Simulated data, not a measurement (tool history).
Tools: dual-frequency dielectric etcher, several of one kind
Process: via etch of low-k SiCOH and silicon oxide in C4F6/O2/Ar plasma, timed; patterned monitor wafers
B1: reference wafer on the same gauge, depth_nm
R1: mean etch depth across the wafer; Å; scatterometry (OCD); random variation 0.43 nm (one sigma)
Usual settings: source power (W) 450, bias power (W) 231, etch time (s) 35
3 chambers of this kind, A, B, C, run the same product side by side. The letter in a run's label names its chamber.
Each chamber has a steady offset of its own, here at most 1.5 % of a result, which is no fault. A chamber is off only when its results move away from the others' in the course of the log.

run 1B hour=5.9 | source_power_(W)=450 bias_power_(W)=231 etch_time_(s)=35 | B1=87.316 | R1=931.98
run 2C hour=12.8 | source_power_(W)=450 bias_power_(W)=231 etch_time_(s)=35 | B1=87.273 | R1=950.65
run 3A hour=16.2 | source_power_(W)=450 bias_power_(W)=231 etch_time_(s)=35 | B1=87.285 | R1=939.43
run 4B hour=20.8 | source_power_(W)=450 bias_power_(W)=231 etch_time_(s)=35 | B1=87.261 | R1=930.6
run 5A hour=25.7 | source_power_(W)=450 bias_power_(W)=231 etch_time_(s)=25.5 | B1=87.384 | R1=685.6
run 6C hour=30.6 | source_power_(W)=450 bias_power_(W)=231 etch_time_(s)=25.5 | B1=87.287 | R1=697.72
run 7A hour=37.3 | source_power_(W)=450 bias_power_(W)=231 etch_time_(s)=25.5 | B1=87.329 | R1=686.31
-- hour=39.6 chamber A: wet clean of the chamber
run 8C hour=43.5 | source_power_(W)=450 bias_power_(W)=231 etch_time_(s)=35 | B1=87.236 | R1=938.8
run 9B hour=49.5 | source_power_(W)=480 bias_power_(W)=231 etch_time_(s)=35 | B1=87.248 | R1=963.2
run 10C hour=52.9 | source_power_(W)=480 bias_power_(W)=231 etch_time_(s)=35 | B1=87.326 | R1=970.58
run 11B hour=58.5 | source_power_(W)=480 bias_power_(W)=231 etch_time_(s)=35 | B1=87.26 | R1=958.19
run 12A hour=62.6 | source_power_(W)=450 bias_power_(W)=231 etch_time_(s)=35 | B1=87.239 | R1=939.94
run 13A hour=69.2 | source_power_(W)=450 bias_power_(W)=231 etch_time_(s)=35 | B1=87.251 | R1=928.23
run 14C hour=76.1 | source_power_(W)=380 bias_power_(W)=231 etch_time_(s)=30.5 | B1=87.193 | R1=771.95
run 15B hour=83 | source_power_(W)=380 bias_power_(W)=231 etch_time_(s)=30.5 | B1=87.18 | R1=759.86
run 16C hour=90 | source_power_(W)=380 bias_power_(W)=231 etch_time_(s)=30.5 | B1=87.287 | R1=770.84
run 17A hour=97.2 | source_power_(W)=450 bias_power_(W)=231 etch_time_(s)=35 | B1=87.275 | R1=940.28
run 18B hour=104.3 | source_power_(W)=370 bias_power_(W)=208 etch_time_(s)=35 | B1=87.386 | R1=842.02
run 19B hour=108.6 | source_power_(W)=370 bias_power_(W)=208 etch_time_(s)=35 | B1=87.251 | R1=836.09
run 20C hour=115.8 | source_power_(W)=370 bias_power_(W)=208 etch_time_(s)=35 | B1=87.272 | R1=848.1
run 21A hour=122.6 | source_power_(W)=360 bias_power_(W)=278 etch_time_(s)=35 | B1=87.276 | R1=908.72
run 22A hour=130.2 | source_power_(W)=360 bias_power_(W)=278 etch_time_(s)=35 | B1=87.354 | R1=908.43
run 23B hour=135.9 | source_power_(W)=360 bias_power_(W)=278 etch_time_(s)=35 | B1=87.339 | R1=920.68
run 24C hour=140.7 | source_power_(W)=450 bias_power_(W)=231 etch_time_(s)=35 | B1=87.308 | R1=948.37
run 25A hour=145.4 | source_power_(W)=450 bias_power_(W)=231 etch_time_(s)=35 | B1=87.266 | R1=930.6
run 26C hour=153 | source_power_(W)=450 bias_power_(W)=231 etch_time_(s)=35 | B1=87.343 | R1=945.72
run 27B hour=160.6 | source_power_(W)=410 bias_power_(W)=231 etch_time_(s)=32 | B1=87.225 | R1=824.28
run 28A hour=164.3 | source_power_(W)=410 bias_power_(W)=231 etch_time_(s)=32 | B1=87.313 | R1=826.39
run 29C hour=169.2 | source_power_(W)=410 bias_power_(W)=231 etch_time_(s)=32 | B1=87.221 | R1=842.43
run 30B hour=173.9 | source_power_(W)=450 bias_power_(W)=231 etch_time_(s)=35 | B1=87.255 | R1=927.03
run 31B hour=177.8 | source_power_(W)=450 bias_power_(W)=231 etch_time_(s)=35 | B1=87.246 | R1=927.31
run 32C hour=181.2 | source_power_(W)=450 bias_power_(W)=231 etch_time_(s)=35 | B1=87.382 | R1=946.1
run 33A hour=187.1 | source_power_(W)=450 bias_power_(W)=231 etch_time_(s)=35 | B1=87.461 | R1=934.64
run 34C hour=194.5 | source_power_(W)=450 bias_power_(W)=231 etch_time_(s)=35 | B1=87.195 | R1=951.66
run 35A hour=199.6 | source_power_(W)=450 bias_power_(W)=231 etch_time_(s)=35 | B1=87.305 | R1=938.55
run 36B hour=204.7 | source_power_(W)=450 bias_power_(W)=231 etch_time_(s)=35 | B1=87.303 | R1=931.2
run 37B hour=211.4 | source_power_(W)=340 bias_power_(W)=231 etch_time_(s)=35 | B1=87.238 | R1=836.33
run 38A hour=217.4 | source_power_(W)=340 bias_power_(W)=231 etch_time_(s)=35 | B1=87.347 | R1=844.38
run 39C hour=221.7 | source_power_(W)=340 bias_power_(W)=231 etch_time_(s)=35 | B1=87.202 | R1=857.72

What goes on in this fleet: one chamber off, a drifting gauge, or nothing beyond the chambers' own small offsets? Name the chamber and the cause, if any.

No chamber stands off beyond its own small offset, and the gauge holds steady.
